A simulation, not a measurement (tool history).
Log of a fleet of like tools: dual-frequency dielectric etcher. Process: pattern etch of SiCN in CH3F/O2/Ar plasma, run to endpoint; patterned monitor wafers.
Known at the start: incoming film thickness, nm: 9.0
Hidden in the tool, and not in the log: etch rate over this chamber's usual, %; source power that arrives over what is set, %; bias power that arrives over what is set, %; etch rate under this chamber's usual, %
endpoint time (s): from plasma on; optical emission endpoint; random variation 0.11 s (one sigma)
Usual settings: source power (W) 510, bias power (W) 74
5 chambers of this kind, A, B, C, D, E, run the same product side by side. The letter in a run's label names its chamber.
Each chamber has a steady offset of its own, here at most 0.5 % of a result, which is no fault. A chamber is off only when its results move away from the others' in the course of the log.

run,hour,source power (W),bias power (W),hours since the last wet clean,hours since the last source power generator calibration,hours since the last bias power generator calibration,endpoint time (s)
1C,10.3,510,74,305.3,2283.4,315.7,21.679
2B,16.3,510,74,519.9,2299.8,585.9,21.535
3A,26.3,510,74,151.9,3491.3,1896.7,21.907
4E,34.0,510,74,34.5,240.9,412.5,21.644
5D,44.9,510,74,428.7,1831.9,1287.0,21.577
# hour 52.6: chamber B: wet clean of the chamber
6A,54.9,510,74,180.5,3519.9,1925.3,21.880
7D,61.7,510,74,445.5,1848.7,1303.8,21.538
8C,70.1,510,74,365.1,2343.2,375.5,21.676
9E,79.3,510,74,79.8,286.2,457.8,21.611
10B,86.7,510,74,34.1,2370.2,656.3,21.549
# hour 88.2: chamber D: wet clean of the chamber
11B,93.8,510,74,41.2,2377.3,663.4,21.674
12A,103.5,510,74,229.1,3568.5,1973.9,21.812
13D,113.4,510,74,25.3,1900.4,1355.5,21.749
14C,123.7,450,85,418.7,2396.8,429.1,21.750
15E,131.6,450,85,132.1,338.5,510.1,21.607
# hour 134.9: chamber A: bias power generator calibrated
16C,139.7,450,85,434.7,2412.8,445.1,21.935
17A,146.0,450,85,271.6,3611.0,11.2,21.731
18E,154.7,450,85,155.2,361.6,533.2,21.510
19B,164.1,510,74,111.5,2447.6,733.7,21.566
20D,172.0,510,74,83.9,1959.0,1414.1,21.541
21B,178.3,510,74,125.7,2461.8,747.9,21.505
22C,186.1,510,74,481.1,2459.2,491.5,22.097
23D,193.9,510,74,105.8,1980.9,1436.0,21.610
24E,204.2,510,74,204.7,411.1,582.7,21.651
25A,213.0,510,74,338.6,3678.0,78.2,21.612
26C,222.1,420,64,517.1,2495.2,527.5,25.393
27B,231.1,420,64,178.5,2514.6,800.7,24.292
28A,238.9,420,64,364.5,3703.9,104.1,24.654
29D,246.9,420,64,158.8,2033.9,1489.0,24.520
30E,252.3,420,64,252.8,459.2,630.8,24.527
31D,260.2,510,91,172.1,2047.2,1502.3,20.118
32C,271.0,510,91,566.0,2544.1,576.4,21.026
33A,278.8,510,91,404.4,3743.8,144.0,20.175
34B,286.8,510,91,234.2,2570.3,856.4,20.149
35E,292.0,510,91,292.5,498.9,670.5,20.283
36E,299.0,510,74,299.5,505.9,677.5,21.641
37D,305.3,510,74,217.2,2092.3,1547.4,21.592
38A,314.6,510,74,440.2,3779.6,179.8,21.731

Next, every chamber runs the same settings. What will each give?
39A,322.5,510,74,,,,?
39B,322.5,510,74,,,,?
39C,322.5,510,74,,,,?
39D,322.5,510,74,,,,?
39E,322.5,510,74,,,,?

run,endpoint time (s)
39A,21.695
39B,21.387
39C,22.602
39D,21.576
39E,21.627
